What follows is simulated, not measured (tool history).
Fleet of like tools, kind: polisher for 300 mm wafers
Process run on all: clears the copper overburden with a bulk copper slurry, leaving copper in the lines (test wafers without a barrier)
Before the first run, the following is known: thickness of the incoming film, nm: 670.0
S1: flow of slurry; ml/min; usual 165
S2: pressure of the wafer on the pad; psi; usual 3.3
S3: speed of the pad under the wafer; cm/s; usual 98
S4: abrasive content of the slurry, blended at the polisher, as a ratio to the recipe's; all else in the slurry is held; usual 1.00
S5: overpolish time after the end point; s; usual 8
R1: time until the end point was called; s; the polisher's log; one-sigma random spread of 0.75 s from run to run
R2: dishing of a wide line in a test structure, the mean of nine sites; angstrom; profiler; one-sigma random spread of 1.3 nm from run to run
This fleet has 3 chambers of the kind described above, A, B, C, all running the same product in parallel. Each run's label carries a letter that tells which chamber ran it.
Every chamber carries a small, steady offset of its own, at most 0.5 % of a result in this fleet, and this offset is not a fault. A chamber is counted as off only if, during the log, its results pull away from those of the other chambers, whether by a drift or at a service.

run,hour,S1,S2,S3,S4,S5,R1,R2
# hour 0.2: chamber C: worn pad replaced by a new one
1A,7.0,165,3.3,98,1.00,8,57.357,579.29
# hour 9.2: chamber A: worn pad replaced by a new one
2B,11.1,165,3.3,98,1.00,8,57.206,606.40
3C,15.7,165,3.3,98,1.00,8,56.575,607.80
4C,23.4,165,3.3,98,1.00,8,57.325,562.26
5B,29.9,165,3.9,98,1.15,8,47.369,670.93
6A,33.6,165,3.9,98,1.15,8,47.753,696.48
7C,39.1,165,3.9,98,1.15,8,47.240,704.57
# hour 40.7: chamber B: worn pad replaced by a new one
8A,46.1,165,3.3,98,1.00,8,57.276,608.55
9B,53.5,165,3.3,98,1.00,8,57.391,561.65
10B,59.4,165,3.3,98,1.00,8,57.537,593.94
# hour 64.9: chamber B: slurry blender recalibrated
# hour 65.6: chamber B: slurry nozzle cleaned
11C,65.8,165,3.3,98,1.00,8,56.546,570.36
12A,70.3,165,3.3,98,1.00,8,57.369,596.20
13C,78.1,165,3.3,98,1.00,8,57.125,599.12
# hour 78.4: chamber C: slurry blender recalibrated
14B,82.4,165,3.3,98,1.00,8,58.854,592.25
15A,86.4,165,3.3,98,1.00,8,55.787,593.23
# hour 90.4: chamber A: worn pad replaced by a new one
16B,94.1,165,3.3,98,1.00,8,57.283,606.53
17A,98.6,165,3.3,98,1.00,8,58.411,611.25
18C,104.2,165,3.3,98,1.00,8,57.854,603.53
# hour 104.4: chamber C: worn pad replaced by a new one
# hour 109.1: chamber C: head pressure recalibrated
19B,110.1,165,3.3,98,1.00,8,56.796,581.82
20C,117.5,165,3.3,70,1.00,8,91.962,406.59
# hour 119.5: chamber B: worn pad replaced by a new one
21A,121.0,165,3.3,70,1.00,8,81.379,457.57
22C,126.7,165,3.3,70,1.00,8,90.873,394.35
23A,131.0,165,3.3,98,1.00,8,57.916,574.79
24B,135.1,165,3.3,98,1.00,8,58.335,588.31
25A,141.7,165,3.3,98,1.00,8,59.396,598.30
26B,149.3,165,3.3,98,1.00,8,58.197,606.15
27C,153.6,165,3.3,98,1.00,8,64.676,537.12
28A,158.5,165,3.3,98,1.00,8,58.566,602.26
# hour 163.1: chamber A: worn pad replaced by a new one
29B,163.1,165,3.3,98,1.00,8,57.057,576.42
# hour 163.5: chamber A: slurry nozzle cleaned
30C,168.1,165,3.3,98,1.00,8,64.020,514.92
31A,173.4,165,3.3,98,1.00,8,58.441,561.92
32B,177.7,165,3.3,98,1.00,8,58.382,573.50
33C,183.4,165,3.3,98,1.00,8,64.496,511.48
34C,187.9,165,2.2,98,1.00,8,95.818,374.59
35A,194.0,165,2.2,98,1.00,8,85.699,425.73
36B,197.5,165,2.2,98,1.00,8,85.666,405.88

Decide between three cases: one chamber stands off from its peers, the gauge reading all wafers drifts, or nothing is wrong past each chamber's small offset. Where a chamber is off, say which and what most likely put it there.

Chamber C has stood off from the others ever since a service on it.
Likeliest cause: head's pressure below its setpoint, % = 11.4.

Chamber C could run next with any of the 4 candidate recipes listed below; each alters the usual settings, and their results appear as question marks. Which one brings its results back in line with what the other chambers deliver on the usual settings?
To be in line, a result may differ from the other chambers' mean on the usual settings by at most: R1 2.600 s; R2 45.00 angstrom
37C-1,203.1,165,3.4,100,1.00,8,?,?
37C-2,203.1,165,3.1,92,1.00,8,?,?
37C-3,203.1,165,3.2,96,1.00,8,?,?
37C-4,203.1,165,3.5,104,1.00,8,?,?

Average result of the remaining chambers running the usual settings: R1 57.553 s; R2 586.65 angstrom
run,R1,R2
37C-1,61.521,547.24
37C-2,73.444,471.56
37C-3,68.136,502.13
37C-4,57.430,578.79
Change 37C-4 lands the chamber within the allowed miss of the other chambers.
